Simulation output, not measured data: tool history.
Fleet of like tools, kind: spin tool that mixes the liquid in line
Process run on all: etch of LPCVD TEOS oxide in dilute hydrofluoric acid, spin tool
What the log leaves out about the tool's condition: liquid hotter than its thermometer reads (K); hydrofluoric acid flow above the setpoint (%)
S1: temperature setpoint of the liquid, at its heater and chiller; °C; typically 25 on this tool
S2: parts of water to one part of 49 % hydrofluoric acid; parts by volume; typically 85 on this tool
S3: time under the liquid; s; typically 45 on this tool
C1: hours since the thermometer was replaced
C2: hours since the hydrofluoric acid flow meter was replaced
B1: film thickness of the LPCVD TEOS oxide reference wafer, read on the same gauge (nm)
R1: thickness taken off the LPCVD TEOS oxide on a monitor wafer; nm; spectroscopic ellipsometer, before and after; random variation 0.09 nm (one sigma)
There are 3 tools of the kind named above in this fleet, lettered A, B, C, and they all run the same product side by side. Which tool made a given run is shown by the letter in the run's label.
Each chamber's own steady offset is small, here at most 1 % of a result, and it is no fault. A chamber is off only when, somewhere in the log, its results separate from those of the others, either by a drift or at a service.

run     day    S1   S2  S3      C1      C2      B1      R1
 1A   0.217    25   85  45   515.1  1701.7  110.02  10.163
 2C   0.571    25   85  45    1229   511.9  110.02  10.219
 3B   0.954    25   85  45   316.8   639.5  109.99   10.18
 4B   1.271    25   85  45   324.4   647.1  110.01  10.253
 5C   1.692    25   85  45  1255.9   538.8     110  10.397
 6A   1.958    25   85  45   556.9  1743.5  109.98  10.353
 7A   2.292    25   85  45   564.9  1751.5  110.01    10.4
 8B   2.604    25   85  45   356.4   679.1  110.01   10.24
 9C   2.838    25   85  45  1283.4   566.3     110  10.278
10B   3.212    25   85  45     371   693.7     110  10.381
11A   3.404  22.5  100  45   591.6  1778.2     110  7.7813
12C   3.796  22.5  100  45  1306.4   589.3  110.01  7.8508
13C   3.988  22.5  100  45    1311   593.9  109.98  7.9096
14A   4.383    25   85  45   615.1  1801.7  109.97  10.333
15B   4.771    25   85  45   408.4   731.1  110.01  10.298
16B     5.1    25   85  45   416.3     739  109.99  10.425
17A    5.45    25   85  45   640.7  1827.3  109.99  10.196
18C   5.792    25   85  45  1354.3   637.2  109.99   10.41
19C   6.104    25   85  45  1361.8   644.7  110.01  10.398
20B   6.308    25   85  45   445.3     768  109.99  10.406
21A   6.608    25   85  45   668.5  1855.1  110.05  10.264
      6.796  -- chamber A: hydrofluoric acid flow meter replaced
22C   6.858    25   85  45  1379.9   662.8  109.99  10.549
23A   7.238    25   85  45   683.6    10.7  109.98  10.193
24B   7.579    25   85  45   475.8   798.5  110.02  10.193
25B   7.879    25   85  45     483   805.7  109.99  10.329
26C   8.162    25   85  45  1411.2   694.1  110.04  10.722
27A   8.446    25   85  45   712.6    39.7  110.03  10.332
28B   8.817    25   50  20   505.5   828.2     110  8.1999
29C     9.2    25   50  20  1436.1     719     110  8.8697
30A   9.433    25   50  20   736.3    63.4     110  8.2288
31B   9.733    25   85  45   527.5   850.2     110  10.316
32C  10.075    25   85  45  1457.1     740  109.98  10.844
33A    10.4    25   85  45   759.5    86.6  109.99  10.158
34A  10.771    25   85  45   768.4    95.5  110.01  10.235

All 3 chambers run these settings next. Forecast each chamber's results:
35A  11.075  25  85  45               ?
35B  11.075  25  85  45               ?
35C  11.075  25  85  45               ?

run      R1
35A  10.327
35B  10.263
35C  11.245
